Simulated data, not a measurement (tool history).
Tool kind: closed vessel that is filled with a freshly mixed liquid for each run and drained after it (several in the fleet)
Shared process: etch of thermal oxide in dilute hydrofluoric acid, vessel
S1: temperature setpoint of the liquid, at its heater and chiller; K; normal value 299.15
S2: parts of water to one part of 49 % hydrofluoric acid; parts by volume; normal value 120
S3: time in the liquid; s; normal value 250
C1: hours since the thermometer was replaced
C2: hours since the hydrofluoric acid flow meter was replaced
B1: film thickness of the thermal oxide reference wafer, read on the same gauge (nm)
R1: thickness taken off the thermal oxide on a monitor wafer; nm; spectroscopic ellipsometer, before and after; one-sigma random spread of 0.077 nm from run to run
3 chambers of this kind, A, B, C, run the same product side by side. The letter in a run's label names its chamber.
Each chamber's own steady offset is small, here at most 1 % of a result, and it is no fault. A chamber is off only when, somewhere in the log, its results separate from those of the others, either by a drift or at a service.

run	hour	S1	S2	S3	C1	C2	B1	R1
1A	6.3	299.15	120	250	1843.8	363.9	49.986	10.764
2C	14.7	299.15	120	250	1114.9	391.9	50.007	10.869
3B	19.4	299.15	120	250	957.0	477.1	50.000	10.712
4C	25.8	299.15	120	250	1126.0	403.0	50.002	10.982
5B	35.6	299.15	120	250	973.2	493.3	50.007	10.680
6A	40.8	299.15	120	250	1878.3	398.4	49.978	10.653
7B	48.7	299.15	120	250	986.3	506.4	50.006	10.781
8C	58.2	299.15	120	250	1158.4	435.4	49.994	10.962
9A	64.6	299.15	120	250	1902.1	422.2	50.002	10.735
10B	75.3	299.15	120	250	1012.9	533.0	50.026	10.937
11A	80.8	299.15	120	250	1918.3	438.4	50.006	10.644
12C	85.5	299.15	120	250	1185.7	462.7	49.994	11.120
13B	93.4	299.15	120	250	1031.0	551.1	49.980	10.783
14A	102.5	299.15	120	250	1940.0	460.1	50.021	10.654
15C	108.7	299.15	120	250	1208.9	485.9	50.005	11.211
16C	118.7	299.15	120	250	1218.9	495.9	50.003	11.280
17A	126.7	299.15	120	250	1964.2	484.3	49.995	10.721
18B	132.6	299.15	120	250	1070.2	590.3	49.988	10.869
19A	142.0	299.15	120	250	1979.5	499.6	49.989	10.712
20B	148.5	299.15	120	250	1086.1	606.2	50.006	10.807
21C	156.7	299.15	120	250	1256.9	533.9	50.000	11.452
22B	162.9	299.15	120	250	1100.5	620.6	50.014	10.742

All chambers now run identical settings, listed one chamber a line with results as question marks. What results will each chamber show?
23A	170.5	299.15	120	250				?
23B	170.5	299.15	120	250				?
23C	170.5	299.15	120	250				?

run	R1
23A	10.820
23B	10.718
23C	11.393

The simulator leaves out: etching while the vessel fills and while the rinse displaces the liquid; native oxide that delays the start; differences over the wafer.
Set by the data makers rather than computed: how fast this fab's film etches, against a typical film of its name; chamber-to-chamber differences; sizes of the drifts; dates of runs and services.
